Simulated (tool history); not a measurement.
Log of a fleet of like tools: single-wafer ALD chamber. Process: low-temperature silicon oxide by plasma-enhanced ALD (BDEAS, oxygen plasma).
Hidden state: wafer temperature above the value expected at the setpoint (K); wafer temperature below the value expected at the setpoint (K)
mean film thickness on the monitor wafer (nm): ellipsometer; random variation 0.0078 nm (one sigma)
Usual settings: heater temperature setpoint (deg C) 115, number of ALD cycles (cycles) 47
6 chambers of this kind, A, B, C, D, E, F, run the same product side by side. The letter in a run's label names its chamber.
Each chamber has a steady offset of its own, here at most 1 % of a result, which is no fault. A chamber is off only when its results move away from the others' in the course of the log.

run   hour  heater temperature setpoint (deg C)  number of ALD cycles (cycles)  hours since the last thermocouple change  read-back reference wafer on the same gauge, thickness_nm  mean film thickness on the monitor wafer (nm)
       3.9  -- chamber F: thermocouple changed; heater temperature recalibrated
 1B   13.4                                  115                             47                                    1460.9                                                     7.6909                                         6.5853
 2C   20.6                                  115                             47                                     306.2                                                     7.6917                                         6.5233
 3E   28.8                                  115                             47                                     681.5                                                     7.6924                                         6.4964
 4A   38.9                                  115                             47                                    1615.9                                                     7.6933                                         6.5283
 5D   52.5                                  115                             47                                     551.2                                                     7.6925                                         6.5202
      57.3  -- chamber A: thermocouple changed; heater temperature recalibrated
 6F   65.3                                  115                             47                                      61.4                                                     7.6953                                         6.5379
 7E   79.1                                  115                             47                                     731.8                                                     7.6975                                          6.517
 8B   88.5                                  115                             47                                      1536                                                      7.699                                         6.5898
 9F   96.1                                  115                             47                                      92.2                                                      7.699                                         6.5647
10A  106.4                                  115                             47                                      49.1                                                     7.7013                                         6.5422
11C  113.3                                  115                             47                                     398.9                                                     7.7003                                         6.5253
12D  120.8                                  105                             55                                     619.5                                                     7.7037                                         7.7766
13B  134.5                                  105                             55                                      1582                                                     7.7014                                         7.8445
14F  148.1                                  105                             55                                     144.2                                                      7.704                                         7.8161
15D  158.9                                  105                             55                                     657.6                                                     7.7058                                         7.7788
16A  172.5                                  105                             55                                     115.2                                                     7.7066                                         7.7884
17C  184.2                                  105                             55                                     469.8                                                     7.7065                                          7.789
18E  197.4                                  122                             54                                     850.1                                                     7.7076                                         7.4125
19C    209                                  122                             54                                     494.6                                                     7.7082                                         7.4255
20B  223.3                                  122                             54                                    1670.8                                                     7.7103                                         7.4851
21A  237.1                                  122                             54                                     179.8                                                     7.7113                                         7.4281
22E  247.6                                  122                             54                                     900.3                                                     7.7113                                         7.4076
23D  260.2                                  122                             54                                     758.9                                                     7.7126                                         7.4094
24F  269.6                                  123                             47                                     265.7                                                     7.7144                                         6.4761
25E  280.7                                  123                             47                                     933.4                                                     7.7146                                         6.4422
26A  291.7                                  123                             47                                     234.4                                                     7.7167                                         6.4531
27F  306.4                                  123                             47                                     302.5                                                     7.7161                                         6.4873
28D  318.2                                  123                             47                                     816.9                                                     7.7186                                         6.4274
29C  324.9                                  123                             47                                     610.5                                                     7.7163                                         6.4599
30B  337.1                                  115                             47                                    1784.6                                                       7.72                                          6.612
31C  344.5                                  115                             47                                     630.1                                                     7.7204                                         6.5534
32F  356.3                                  115                             47                                     352.4                                                      7.722                                          6.588
33D  369.3                                  115                             47                                       868                                                     7.7259                                         6.5554
34B  376.8                                  115                             47                                    1824.3                                                     7.7219                                         6.6124
35E  390.6                                  115                             47                                    1043.3                                                     7.7211                                         6.5305
36A  400.3                                  115                             47                                       343                                                     7.7244                                         6.5462
37D  413.3                                  115                             47                                       912                                                     7.7265                                         6.5417
38C  420.7                                  115                             47                                     706.3                                                     7.7262                                         6.5534

What goes on in this fleet: one chamber off, a drifting gauge, or nothing beyond the chambers' own small offsets? Name the chamber and the cause, if any.

The gauge drifts, so all chambers seem to drift together. No chamber is off.
Cause: gauge reads high (%) = 0.491.

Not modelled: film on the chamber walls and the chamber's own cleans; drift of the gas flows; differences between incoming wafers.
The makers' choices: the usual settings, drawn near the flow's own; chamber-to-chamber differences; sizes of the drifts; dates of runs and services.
